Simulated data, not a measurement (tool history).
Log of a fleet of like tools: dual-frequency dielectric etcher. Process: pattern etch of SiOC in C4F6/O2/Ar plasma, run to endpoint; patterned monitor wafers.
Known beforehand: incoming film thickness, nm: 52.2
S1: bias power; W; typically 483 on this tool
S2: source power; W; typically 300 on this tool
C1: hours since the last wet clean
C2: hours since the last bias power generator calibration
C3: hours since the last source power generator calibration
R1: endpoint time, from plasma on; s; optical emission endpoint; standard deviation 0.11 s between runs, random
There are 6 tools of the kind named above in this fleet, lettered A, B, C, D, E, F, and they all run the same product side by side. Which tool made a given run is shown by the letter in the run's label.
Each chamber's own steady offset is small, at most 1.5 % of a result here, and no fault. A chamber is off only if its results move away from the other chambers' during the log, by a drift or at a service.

run,hour,S1,S2,C1,C2,C3,R1
1F,5.7,483,300,453.2,986.8,2138.6,19.985
2E,12,483,300,371.2,1884.6,2621.2,20.009
3A,18.8,483,300,240.8,2547.5,453.2,19.739
4C,27.4,483,300,54,2514.7,715.5,19.997
5B,36.7,483,300,483.8,1213,1611.3,19.776
6D,42.7,588,320,273.4,3765.4,1276.3,17.91
7A,49.6,588,320,271.6,2578.3,484,17.829
# hour 49.9: chamber E: wet clean of the chamber
8F,54.4,588,320,501.9,1035.5,2187.3,17.984
9C,60.4,588,320,87,2547.7,748.5,18.265
10B,66.9,588,320,514,1243.2,1641.5,17.777
11E,72.5,588,320,22.6,1945.1,2681.7,17.914
12D,77,412,300,307.7,3799.7,1310.6,21.32
13B,86.1,412,300,533.2,1262.4,1660.7,20.99
# hour 94.2: chamber A: wet clean of the chamber
14E,96.4,412,300,46.5,1969,2705.6,20.962
15D,101.9,412,300,332.6,3824.6,1335.5,21.034
# hour 105.2: chamber F: wet clean of the chamber
16A,107,412,300,12.9,2635.7,541.4,20.93
# hour 107.8: chamber D: wet clean of the chamber
17C,112.1,412,300,138.7,2599.4,800.2,21.451
18F,119.8,483,300,14.6,1100.9,2252.7,20.512
19B,125.1,483,300,572.2,1301.4,1699.7,19.717
20A,134.3,483,300,40.2,2663,568.7,19.651
21C,144.4,483,300,171,2631.7,832.5,20.023
22D,152.9,551,270,45.1,3875.6,1386.5,19.555
23F,161.2,551,270,56,1142.3,2294.1,20.602
24E,167,551,270,117.1,2039.6,2776.2,19.723
25C,175.4,551,270,202,2662.7,863.5,19.789
26A,183.9,551,270,89.8,2712.6,618.3,19.615
27E,190.4,551,270,140.5,2063,2799.6,19.827
28F,195.2,483,300,90,1176.3,2328.1,20.596
29B,204.8,483,300,651.9,1381.1,1779.4,19.774
30D,212.2,483,300,104.4,3934.9,1445.8,19.873
31A,218.8,483,300,124.7,2747.5,653.2,19.785
32B,226,572,340,673.1,1402.3,1800.6,17.45
33D,233.2,572,340,125.4,3955.9,1466.8,17.771
34E,239.1,572,340,189.2,2111.7,2848.3,17.83
35F,248.7,572,340,143.5,1229.8,2381.6,18.503
36C,256,572,340,282.6,2743.3,944.1,18.129
37A,266,572,340,171.9,2794.7,700.4,17.648
38D,275.6,483,300,167.8,3998.3,1509.2,19.815

Is one chamber out of step, is the gauge drifting, or do the chambers differ by no more than their own small offsets? For an off chamber, give its letter and the likeliest cause.

A service left chamber F off against the others.
Most likely cause: etch rate under this chamber's usual, % = 3.93.

Below are 4 candidate recipes for chamber F's next run, each the usual settings with a change, their results shown as question marks. Which of them brings F's results back in line with what the other chambers give on the usual settings?
To be in line, a result may differ from the other chambers' mean on the usual settings by at most: R1 0.39 s
39F-1,283.1,493,300,,,,?
39F-2,283.1,428,300,,,,?
39F-3,283.1,483,290,,,,?
39F-4,283.1,483,340,,,,?

The other chambers' mean on the usual settings: R1 19.828 s
run,R1
39F-1,20.593
39F-2,21.723
39F-3,21.017
39F-4,19.814
The right change is 39F-4: it brings the chamber back within the allowed miss of the others.
